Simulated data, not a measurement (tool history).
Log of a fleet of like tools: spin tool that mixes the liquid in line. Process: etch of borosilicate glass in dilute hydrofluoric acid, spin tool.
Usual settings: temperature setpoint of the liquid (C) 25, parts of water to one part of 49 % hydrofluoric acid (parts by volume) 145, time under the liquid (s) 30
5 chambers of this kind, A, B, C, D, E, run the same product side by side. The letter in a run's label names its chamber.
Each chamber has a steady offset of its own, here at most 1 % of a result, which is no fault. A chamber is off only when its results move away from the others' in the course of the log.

| run | hour | temperature setpoint of the liquid (C) | parts of water to one part of 49 % hydrofluoric acid (parts by volume) | time under the liquid (s) | hours since the thermometer was replaced | hours since the hydrofluoric acid flow meter was replaced | read-back film thickness of the borosilicate glass reference wafer, read on the same gauge (nm) | thickness taken off the borosilicate glass on a monitor wafer (nm) |
|---|---|---|---|---|---|---|---|---|
| 1B | 13.2 | 25 | 145 | 30 | 52 | 1783.4 | 90.013 | 7.377 |
| 2A | 23.6 | 25 | 145 | 30 | 635 | 612.9 | 89.999 | 7.4119 |
|  | 25.5 | chamber B: hydrofluoric acid flow meter replaced |
| 3C | 36.8 | 25 | 145 | 30 | 818.3 | 1289.2 | 89.992 | 7.3893 |
| 4E | 44.7 | 25 | 145 | 30 | 429.2 | 422.1 | 89.993 | 7.5114 |
| 5D | 54.9 | 25 | 170 | 30 | 831 | 1378.2 | 90.018 | 6.1576 |
| 6E | 61.6 | 25 | 170 | 30 | 446.1 | 439 | 90 | 6.067 |
| 7C | 71.1 | 25 | 170 | 30 | 852.6 | 1323.5 | 90.011 | 6.1049 |
| 8B | 82.6 | 25 | 170 | 30 | 121.4 | 57.1 | 90.004 | 6.0867 |
|  | 90.6 | chamber C: thermometer replaced |
| 9D | 92.4 | 25 | 170 | 30 | 868.5 | 1415.7 | 90.021 | 6.175 |
| 10A | 106.3 | 25 | 145 | 30 | 717.7 | 695.6 | 89.976 | 7.367 |
| 11A | 115.4 | 25 | 145 | 30 | 726.8 | 704.7 | 89.994 | 7.3084 |
| 12C | 129 | 25 | 145 | 30 | 38.4 | 1381.4 | 89.993 | 7.3658 |
| 13E | 137.6 | 25 | 145 | 30 | 522.1 | 515 | 90.008 | 7.3983 |
| 14D | 146.6 | 25 | 145 | 30 | 922.7 | 1469.9 | 89.979 | 7.4719 |
| 15B | 154.7 | 25 | 145 | 30 | 193.5 | 129.2 | 90.026 | 7.3867 |
| 16B | 167.7 | 25 | 145 | 30 | 206.5 | 142.2 | 89.988 | 7.2132 |
| 17D | 178.4 | 21 | 145 | 30 | 954.5 | 1501.7 | 89.99 | 6.302 |
| 18E | 186.4 | 21 | 145 | 30 | 570.9 | 563.8 | 90.011 | 6.3745 |
| 19A | 200.1 | 21 | 145 | 30 | 811.5 | 789.4 | 89.983 | 6.3976 |
| 20C | 210 | 21 | 145 | 30 | 119.4 | 1462.4 | 90.012 | 6.2088 |
| 21E | 217.6 | 21 | 145 | 30 | 602.1 | 595 | 89.973 | 6.3272 |
| 22A | 227.5 | 21.5 | 145 | 40 | 838.9 | 816.8 | 89.995 | 8.5549 |
| 23D | 237.8 | 21.5 | 145 | 40 | 1013.9 | 1561.1 | 90.009 | 8.6513 |
| 24C | 247.4 | 21.5 | 145 | 40 | 156.8 | 1499.8 | 90.01 | 8.1956 |
|  | 251.7 | chamber A: thermometer replaced |
| 25B | 255.1 | 21.5 | 145 | 40 | 293.9 | 229.6 | 90.002 | 8.5912 |
| 26E | 269.1 | 21.5 | 145 | 40 | 653.6 | 646.5 | 90.013 | 8.5542 |
| 27D | 281.4 | 25 | 145 | 30 | 1057.5 | 1604.7 | 90.026 | 7.3523 |
| 28B | 290 | 25 | 145 | 30 | 328.8 | 264.5 | 90.013 | 7.3285 |
| 29C | 299.7 | 25 | 145 | 30 | 209.1 | 1552.1 | 90.006 | 7.102 |
| 30A | 308.9 | 25 | 145 | 30 | 57.3 | 898.2 | 90.021 | 7.4512 |
| 31A | 316.3 | 25 | 145 | 30 | 64.7 | 905.6 | 90.002 | 7.4132 |
| 32E | 329.4 | 28 | 145 | 20 | 713.9 | 706.8 | 90.007 | 5.5156 |
| 33B | 341.5 | 28 | 145 | 20 | 380.3 | 316 | 90.006 | 5.4691 |
| 34C | 350.9 | 28 | 145 | 20 | 260.3 | 1603.3 | 90.005 | 5.1923 |
| 35D | 363.8 | 28 | 145 | 20 | 1139.9 | 1687.1 | 89.985 | 5.5957 |
| 36A | 371.5 | 28 | 145 | 20 | 119.9 | 960.8 | 89.978 | 5.3984 |
| 37C | 379.6 | 26.5 | 105 | 30 | 289 | 1632 | 90.003 | 10.502 |
| 38D | 388.2 | 26.5 | 105 | 30 | 1164.3 | 1711.5 | 89.994 | 11.382 |
| 39E | 400.7 | 26.5 | 105 | 30 | 785.2 | 778.1 | 90.019 | 11.402 |
| 40B | 409 | 26.5 | 105 | 30 | 447.8 | 383.5 | 89.994 | 11.421 |
| 41E | 417.6 | 26.5 | 105 | 30 | 802.1 | 795 | 89.98 | 11.417 |

All 5 chambers run these settings next. Forecast each chamber's results:
| 42A | 427.8 | 25 | 145 | 45 |  |  |  | ? |
| 42B | 427.8 | 25 | 145 | 45 |  |  |  | ? |
| 42C | 427.8 | 25 | 145 | 45 |  |  |  | ? |
| 42D | 427.8 | 25 | 145 | 45 |  |  |  | ? |
| 42E | 427.8 | 25 | 145 | 45 |  |  |  | ? |

| run | thickness taken off the borosilicate glass on a monitor wafer (nm) |
|---|---|
| 42A | 10.852 |
| 42B | 11.217 |
| 42C | 10.161 |
| 42D | 11.175 |
| 42E | 11.271 |
